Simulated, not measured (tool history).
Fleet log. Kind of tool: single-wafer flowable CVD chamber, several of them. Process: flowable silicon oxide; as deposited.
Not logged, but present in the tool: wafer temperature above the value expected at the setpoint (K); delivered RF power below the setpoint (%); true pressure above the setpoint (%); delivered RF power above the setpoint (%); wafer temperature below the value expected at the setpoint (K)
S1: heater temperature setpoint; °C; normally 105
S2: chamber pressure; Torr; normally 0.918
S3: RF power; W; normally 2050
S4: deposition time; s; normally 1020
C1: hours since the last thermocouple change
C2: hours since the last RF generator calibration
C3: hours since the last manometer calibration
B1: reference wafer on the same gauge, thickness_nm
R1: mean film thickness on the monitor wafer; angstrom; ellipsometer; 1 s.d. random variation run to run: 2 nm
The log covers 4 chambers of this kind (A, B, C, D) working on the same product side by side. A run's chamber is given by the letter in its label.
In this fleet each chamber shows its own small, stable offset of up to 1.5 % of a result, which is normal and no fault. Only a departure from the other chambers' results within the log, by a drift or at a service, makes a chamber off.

Run 1D, day 0.121: usual settings; C1 803.9; C2 2048.4; C3 527.5; B1 662.40. Result: R1 6259.1 angstrom.
Run 2B, day 0.238: usual settings; C1 259.6; C2 1468.4; C3 268.3; B1 663.18. Result: R1 6308.6 angstrom.
Run 3C, day 0.442: usual settings; C1 154.5; C2 785.7; C3 631.8; B1 663.08. Result: R1 6176.6 angstrom.
Run 4A, day 0.554: usual settings; C1 952.7; C2 1067.5; C3 783.1; B1 662.70. Result: R1 6228.8 angstrom.
Run 5C, day 0.679: usual settings; C1 160.2; C2 791.4; C3 637.5; B1 663.15. Result: R1 6187.1 angstrom.
Run 6B, day 0.838: usual settings; C1 274.0; C2 1482.8; C3 282.7; B1 663.01. Result: R1 6345.3 angstrom.
Run 7D, day 0.967: usual settings; C1 824.2; C2 2068.7; C3 547.8; B1 662.78. Result: R1 6269.9 angstrom.
Run 8A, day 1.200: usual settings; C1 968.2; C2 1083.0; C3 798.6; B1 663.05. Result: R1 6258.3 angstrom.
Run 9D, day 1.450: usual settings; C1 835.8; C2 2080.3; C3 559.4; B1 662.99. Result: R1 6298.6 angstrom.
Run 10C, day 1.688: usual settings but S1 94 °C, S3 1730 W; C1 184.4; C2 815.6; C3 661.7; B1 662.55. Result: R1 8639.5 angstrom.
Run 11A, day 1.821: usual settings but S1 94 °C, S3 1730 W; C1 983.1; C2 1097.9; C3 813.5; B1 662.41. Result: R1 8610.6 angstrom.
Run 12B, day 1.996: usual settings but S1 94 °C, S3 1730 W; C1 301.8; C2 1510.6; C3 310.5; B1 663.28. Result: R1 8703.2 angstrom.
Run 13D, day 2.112: usual settings but S1 94 °C, S3 1730 W; C1 851.7; C2 2096.2; C3 575.3; B1 663.59. Result: R1 8722.5 angstrom.
Run 14A, day 2.321: usual settings; C1 995.1; C2 1109.9; C3 825.5; B1 662.78. Result: R1 6311.1 angstrom.
Run 15C, day 2.488: usual settings; C1 203.6; C2 834.8; C3 680.9; B1 662.51. Result: R1 6189.8 angstrom.
Run 16B, day 2.738: usual settings; C1 319.6; C2 1528.4; C3 328.3; B1 662.56. Result: R1 6300.9 angstrom.
Run 17B, day 2.879: usual settings; C1 323.0; C2 1531.8; C3 331.7; B1 662.68. Result: R1 6292.8 angstrom.
Run 18D, day 3.104: usual settings but S1 115 °C; C1 875.5; C2 2120.0; C3 599.1; B1 663.43. Result: R1 4521.1 angstrom.
Run 19C, day 3.354: usual settings but S1 115 °C; C1 224.4; C2 855.6; C3 701.7; B1 663.18. Result: R1 4514.9 angstrom.
Run 20A, day 3.575: usual settings but S1 115 °C; C1 1025.2; C2 1140.0; C3 855.6; B1 663.01. Result: R1 4646.1 angstrom.
Run 21A, day 3.683: usual settings but S1 115 °C; C1 1027.8; C2 1142.6; C3 858.2; B1 662.51. Result: R1 4615.4 angstrom.
Run 22C, day 3.854: usual settings; C1 236.4; C2 867.6; C3 713.7; B1 663.08. Result: R1 6217.0 angstrom.
Run 23B, day 4.104: usual settings; C1 352.4; C2 1561.2; C3 361.1; B1 663.40. Result: R1 6311.7 angstrom.
Run 24D, day 4.321: usual settings but S2 0.848 Torr, S3 2210 W; C1 904.7; C2 2149.2; C3 628.3; B1 662.63. Result: R1 5763.9 angstrom.
Run 25D, day 4.442: usual settings but S2 0.848 Torr, S3 2210 W; C1 907.6; C2 2152.1; C3 631.2; B1 662.48. Result: R1 5764.1 angstrom.
Run 26C, day 4.621: usual settings but S2 0.848 Torr, S3 2210 W; C1 254.8; C2 886.0; C3 732.1; B1 662.36. Result: R1 5717.9 angstrom.
Run 27A, day 4.762: usual settings but S2 0.848 Torr, S3 2210 W; C1 1053.7; C2 1168.5; C3 884.1; B1 662.69. Result: R1 5882.0 angstrom.
Run 28B, day 4.875: usual settings; C1 370.9; C2 1579.7; C3 379.6; B1 662.97. Result: R1 6269.5 angstrom.
Run 29C, day 5.088: usual settings; C1 266.0; C2 897.2; C3 743.3; B1 662.62. Result: R1 6228.6 angstrom.
Run 30B, day 5.204: usual settings; C1 378.8; C2 1587.6; C3 387.5; B1 663.01. Result: R1 6305.4 angstrom.
Run 31A, day 5.396: usual settings but S1 92 °C; C1 1068.9; C2 1183.7; C3 899.3; B1 662.87. Result: R1 9858.3 angstrom.

All 4 chambers run these settings next. Forecast each chamber's results:
Run 32A, day 5.579: usual settings but S3 1905 W. Result: R1 ?.
Run 32B, day 5.579: usual settings but S3 1905 W. Result: R1 ?.
Run 32C, day 5.579: usual settings but S3 1905 W. Result: R1 ?.
Run 32D, day 5.579: usual settings but S3 1905 W. Result: R1 ?.

run      R1
32A  6353.5
32B  6205.5
32C  6137.2
32D  6189.2

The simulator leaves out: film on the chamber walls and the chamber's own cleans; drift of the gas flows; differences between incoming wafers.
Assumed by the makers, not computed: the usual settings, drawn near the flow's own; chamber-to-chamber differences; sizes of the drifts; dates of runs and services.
